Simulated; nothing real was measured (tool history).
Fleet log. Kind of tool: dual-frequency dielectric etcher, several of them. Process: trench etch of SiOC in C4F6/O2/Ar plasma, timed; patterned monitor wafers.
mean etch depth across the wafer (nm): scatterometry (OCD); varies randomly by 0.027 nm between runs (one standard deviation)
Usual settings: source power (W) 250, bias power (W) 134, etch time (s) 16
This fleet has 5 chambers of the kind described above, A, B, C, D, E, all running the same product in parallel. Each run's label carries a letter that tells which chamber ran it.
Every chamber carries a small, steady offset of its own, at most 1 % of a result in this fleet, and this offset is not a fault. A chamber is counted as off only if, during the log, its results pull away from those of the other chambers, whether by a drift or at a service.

run	day	source power (W)	bias power (W)	etch time (s)	hours since the last wet clean	hours since the last source power generator calibration	hours since the last bias power generator calibration	read-back reference wafer on the same gauge, depth_nm	mean etch depth across the wafer (nm)
1B	0.296	250	134	16	230.1	1829.7	1181.8	21.596	25.325
2A	0.629	250	134	16	437.9	4155.9	907.6	21.597	25.156
3C	1.217	250	134	16	483.5	4522.6	2403.6	21.593	25.245
4D	1.538	250	134	16	365.6	2001	2441.6	21.59	25.005
5E	1.925	250	134	16	365.3	1629.6	1401.7	21.583	24.981
# day 2.217: chamber C: wet clean of the chamber
6A	2.383	250	134	16	480	4198	949.7	21.58	25.165
# day 2.575: chamber E: wet clean of the chamber
7D	2.783	250	134	16	395.5	2030.9	2471.5	21.577	24.995
8C	3.175	250	134	16	23.1	4569.6	2450.6	21.577	25.274
# day 3.442: chamber D: wet clean of the chamber
9B	3.804	250	134	16	314.3	1913.9	1266	21.578	25.226
10E	4.367	250	134	16	43.1	1688.2	1460.3	21.569	24.958
11D	4.804	250	134	16	32.7	2079.4	2520	21.565	25.016
12C	5.417	250	134	16	76.9	4623.4	2504.4	21.559	25.224
13E	5.817	250	134	16	77.9	1723	1495.1	21.566	24.949
14A	6.242	250	134	17.5	572.6	4290.6	1042.3	21.56	27.449
15B	6.825	250	134	17.5	386.8	1986.4	1338.5	21.552	27.554
# day 7.167: chamber B: wet clean of the chamber
16E	7.267	250	134	17.5	112.7	1757.8	1529.9	21.549	27.287
# day 7.508: chamber E: bias power generator calibrated
17D	7.788	250	134	17.5	104.3	2151	2591.6	21.542	27.285
18A	8.238	250	134	17.5	620.5	4338.5	1090.2	21.543	27.442
# day 8.388: chamber A: wet clean of the chamber
# day 8.408: chamber C: source power generator calibrated
19B	8.571	250	134	16	33.8	2028.3	1380.4	21.537	25.299
20C	8.954	250	134	16	161.8	13.1	2589.3	21.535	25.251
21B	9.242	310	134	14	49.9	2044.4	1396.5	21.541	23.988
22C	9.696	310	134	14	179.6	30.9	2607.1	21.528	24.024
23E	10.071	310	134	14	180	1825.1	61.5	21.531	23.725
24D	10.429	310	134	14	167.7	2214.4	2655	21.525	23.719
25A	11.067	310	134	14	64.3	4406.4	1158.1	21.524	23.947
26C	11.625	250	134	16	225.9	77.2	2653.4	21.523	25.155
27A	12.192	250	134	16	91.3	4433.4	1185.1	21.518	25.096
28E	12.717	250	134	16	243.5	1888.6	125	21.517	24.868
29D	13.029	250	167	16	230.1	2276.8	2717.4	21.514	26.708
30B	13.325	250	167	16	147.9	2142.4	1494.5	21.503	27.033
31A	13.617	250	167	16	125.5	4467.6	1219.3	21.511	26.943

Each of the 5 chambers runs these same settings next. Fill in every chamber's results:
32A	14.071	250	161	16					?
32B	14.071	250	161	16					?
32C	14.071	250	161	16					?
32D	14.071	250	161	16					?
32E	14.071	250	161	16					?

run	mean etch depth across the wafer (nm)
32A	26.591
32B	26.692
32C	26.647
32D	26.403
32E	26.321

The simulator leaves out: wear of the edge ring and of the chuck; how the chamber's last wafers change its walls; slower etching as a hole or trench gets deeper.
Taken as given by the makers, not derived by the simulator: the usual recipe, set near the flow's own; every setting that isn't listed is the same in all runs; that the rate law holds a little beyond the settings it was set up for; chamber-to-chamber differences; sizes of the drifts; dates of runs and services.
